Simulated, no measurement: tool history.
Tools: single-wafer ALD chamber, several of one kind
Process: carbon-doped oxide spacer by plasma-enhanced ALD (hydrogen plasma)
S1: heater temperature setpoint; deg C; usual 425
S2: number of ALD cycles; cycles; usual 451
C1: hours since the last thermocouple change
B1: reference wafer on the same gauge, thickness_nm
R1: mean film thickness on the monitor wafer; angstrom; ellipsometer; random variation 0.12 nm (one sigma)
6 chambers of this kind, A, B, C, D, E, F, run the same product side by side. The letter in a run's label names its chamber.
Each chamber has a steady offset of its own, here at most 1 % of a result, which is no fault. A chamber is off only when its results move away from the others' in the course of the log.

| run | hour | S1 | S2 | C1 | B1 | R1 |
|---|---|---|---|---|---|---|
| 1D | 6.5 | 425 | 451 | 845.3 | 18.904 | 208.04 |
| 2B | 15.2 | 425 | 451 | 578.0 | 18.885 | 208.84 |
| 3F | 22.4 | 425 | 451 | 1688.3 | 18.888 | 206.33 |
| 4A | 32.0 | 425 | 451 | 1903.6 | 18.896 | 210.59 |
| 5C | 38.6 | 425 | 451 | 1411.3 | 18.905 | 209.32 |
|  | 45.0 | chamber F: thermocouple changed; heater temperature recalibrated |
| 6E | 49.5 | 425 | 451 | 1129.2 | 18.879 | 206.40 |
| 7C | 55.6 | 425 | 451 | 1428.3 | 18.905 | 208.09 |
| 8E | 62.6 | 425 | 451 | 1142.3 | 18.862 | 211.57 |
| 9D | 70.2 | 414 | 520 | 909.0 | 18.935 | 247.12 |
| 10F | 77.3 | 414 | 520 | 32.3 | 18.892 | 247.78 |
| 11A | 82.9 | 414 | 520 | 1954.5 | 18.884 | 249.80 |
| 12B | 95.5 | 414 | 520 | 658.3 | 18.907 | 248.11 |
| 13D | 101.2 | 414 | 520 | 940.0 | 18.913 | 248.72 |
| 14C | 112.4 | 414 | 520 | 1485.1 | 18.911 | 249.37 |
| 15F | 122.8 | 415 | 451 | 77.8 | 18.921 | 210.93 |
| 16A | 132.8 | 415 | 451 | 2004.4 | 18.898 | 214.60 |
|  | 136.5 | chamber E: thermocouple changed; heater temperature recalibrated |
| 17E | 144.4 | 415 | 451 | 8.0 | 18.882 | 213.96 |
| 18B | 150.4 | 415 | 451 | 713.2 | 18.914 | 212.95 |
| 19E | 160.5 | 415 | 451 | 24.1 | 18.863 | 217.50 |
| 20A | 171.0 | 415 | 451 | 2042.6 | 18.885 | 217.19 |
| 21D | 176.9 | 425 | 451 | 1015.7 | 18.907 | 206.68 |
| 22F | 189.5 | 425 | 451 | 144.5 | 18.869 | 205.62 |
| 23B | 201.7 | 425 | 451 | 764.5 | 18.913 | 208.96 |
| 24C | 210.3 | 414 | 451 | 1583.0 | 18.903 | 217.57 |
|  | 215.2 | chamber C: thermocouple changed; heater temperature recalibrated |
| 25E | 216.4 | 414 | 451 | 80.0 | 18.904 | 215.94 |
| 26A | 229.2 | 414 | 451 | 2100.8 | 18.873 | 216.60 |
| 27D | 242.0 | 414 | 451 | 1080.8 | 18.884 | 214.23 |
| 28C | 248.3 | 414 | 451 | 33.1 | 18.888 | 218.35 |
| 29F | 257.7 | 414 | 451 | 212.7 | 18.901 | 215.28 |
| 30B | 267.3 | 425 | 451 | 830.1 | 18.894 | 209.83 |
| 31E | 277.5 | 425 | 451 | 141.1 | 18.910 | 209.64 |
| 32C | 283.2 | 425 | 451 | 68.0 | 18.904 | 210.31 |
| 33F | 294.6 | 425 | 451 | 249.6 | 18.906 | 205.91 |
| 34D | 301.7 | 425 | 451 | 1140.5 | 18.884 | 207.19 |
| 35B | 314.1 | 416 | 398 | 876.9 | 18.894 | 189.25 |
| 36A | 325.2 | 416 | 398 | 2196.8 | 18.883 | 191.33 |
| 37B | 336.1 | 416 | 398 | 898.9 | 18.883 | 188.67 |
| 38E | 345.4 | 416 | 398 | 209.0 | 18.888 | 189.48 |

Is one chamber off against the others, does the gauge drift, or is nothing wrong? If a chamber is off, say which, and what the likeliest cause is.

No chamber stands off beyond its own small offset, and the gauge holds steady.

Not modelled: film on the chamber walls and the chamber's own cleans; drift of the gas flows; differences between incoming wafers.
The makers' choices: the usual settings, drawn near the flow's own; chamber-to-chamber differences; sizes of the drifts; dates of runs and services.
